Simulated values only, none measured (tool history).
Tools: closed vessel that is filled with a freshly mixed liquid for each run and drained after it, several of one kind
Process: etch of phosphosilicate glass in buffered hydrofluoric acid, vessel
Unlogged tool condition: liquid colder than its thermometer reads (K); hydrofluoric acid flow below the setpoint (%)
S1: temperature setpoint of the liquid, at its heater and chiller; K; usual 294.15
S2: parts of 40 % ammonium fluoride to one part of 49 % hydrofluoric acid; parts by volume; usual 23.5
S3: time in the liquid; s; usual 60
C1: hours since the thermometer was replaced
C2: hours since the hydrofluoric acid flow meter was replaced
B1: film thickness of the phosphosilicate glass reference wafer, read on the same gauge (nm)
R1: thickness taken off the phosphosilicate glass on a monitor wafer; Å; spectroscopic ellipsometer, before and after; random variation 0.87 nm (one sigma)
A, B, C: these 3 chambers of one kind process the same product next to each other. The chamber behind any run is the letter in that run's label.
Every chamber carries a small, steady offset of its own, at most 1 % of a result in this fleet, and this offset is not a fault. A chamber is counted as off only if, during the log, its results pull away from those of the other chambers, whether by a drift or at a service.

run	hour	S1	S2	S3	C1	C2	B1	R1
1B	10.3	294.15	23.5	60	676.4	532.7	79.987	1061.4
2A	19.4	294.15	23.5	60	386	576.7	79.983	1071.2
3C	30.3	294.15	23.5	60	791.1	317.8	80.008	1077.8
4C	41.5	294.15	23.5	60	802.3	329	79.99	1068.2
5A	52.2	294.15	23.5	60	418.8	609.5	79.983	1085.7
6B	65.7	294.15	23.5	60	731.8	588.1	79.99	1074.7
7A	73.6	294.15	23.5	60	440.2	630.9	80.036	1080.7
8B	84.3	294.15	30	60	750.4	606.7	79.974	886.43
9C	91.9	294.15	30	60	852.7	379.4	79.99	903.76
10C	100.7	294.15	30	60	861.5	388.2	80.013	887.39
11B	115.6	294.15	23.5	60	781.7	638	79.956	1021
12A	124.1	294.15	23.5	60	490.7	681.4	80.028	1088.7
13A	134.6	294.15	19.5	60	501.2	691.9	80.017	1241.7
14B	143	294.15	19.5	60	809.1	665.4	80.006	1186.1
15C	156.2	294.15	19.5	60	917	443.7	79.996	1214
16A	167.8	291.15	27.5	60	534.4	725.1	79.997	818.79
17C	180.6	291.15	27.5	60	941.4	468.1	80.015	797.94
18B	192.2	291.15	27.5	60	858.3	714.6	80.013	763.52
19C	203.4	294.15	23.5	60	964.2	490.9	80.017	1061.2
20B	216.8	294.15	23.5	60	882.9	739.2	80.005	1012.7
21A	229.5	294.15	23.5	60	596.1	786.8	80.034	1066.6
22B	241.4	294.15	23.5	60	907.5	763.8	80.018	989.37

Has any chamber moved away from the others, gradually or after a service, or does the common gauge drift, or do the chambers differ only by their own small steady offsets? State the chamber and the most likely cause if one applies.

Little by little, chamber B moves away from the other chambers.
What lies behind it: liquid colder than its thermometer reads (K) = 1.33.
With only this log, it may be confused with: hydrofluoric acid flow below the setpoint (%).

Which of the 4 candidates below, each the usual settings with something changed and its results left as question marks, puts chamber B back in line with what the other chambers give on the usual settings?
In line means no further than this from the other chambers' mean on the usual settings: R1 30 Å
23B-1	252.6	294.15	23.5	55				?
23B-2	252.6	293.65	24.5	55				?
23B-3	252.6	295.65	23.5	60				?
23B-4	252.6	296.65	23.5	60				?

On the usual settings, the other chambers give on average: R1 1071.1 Å
run	R1
23B-1	903.39
23B-2	853.11
23B-3	1072.6
23B-4	1134
23B-3 puts the chamber back in line with the other chambers.
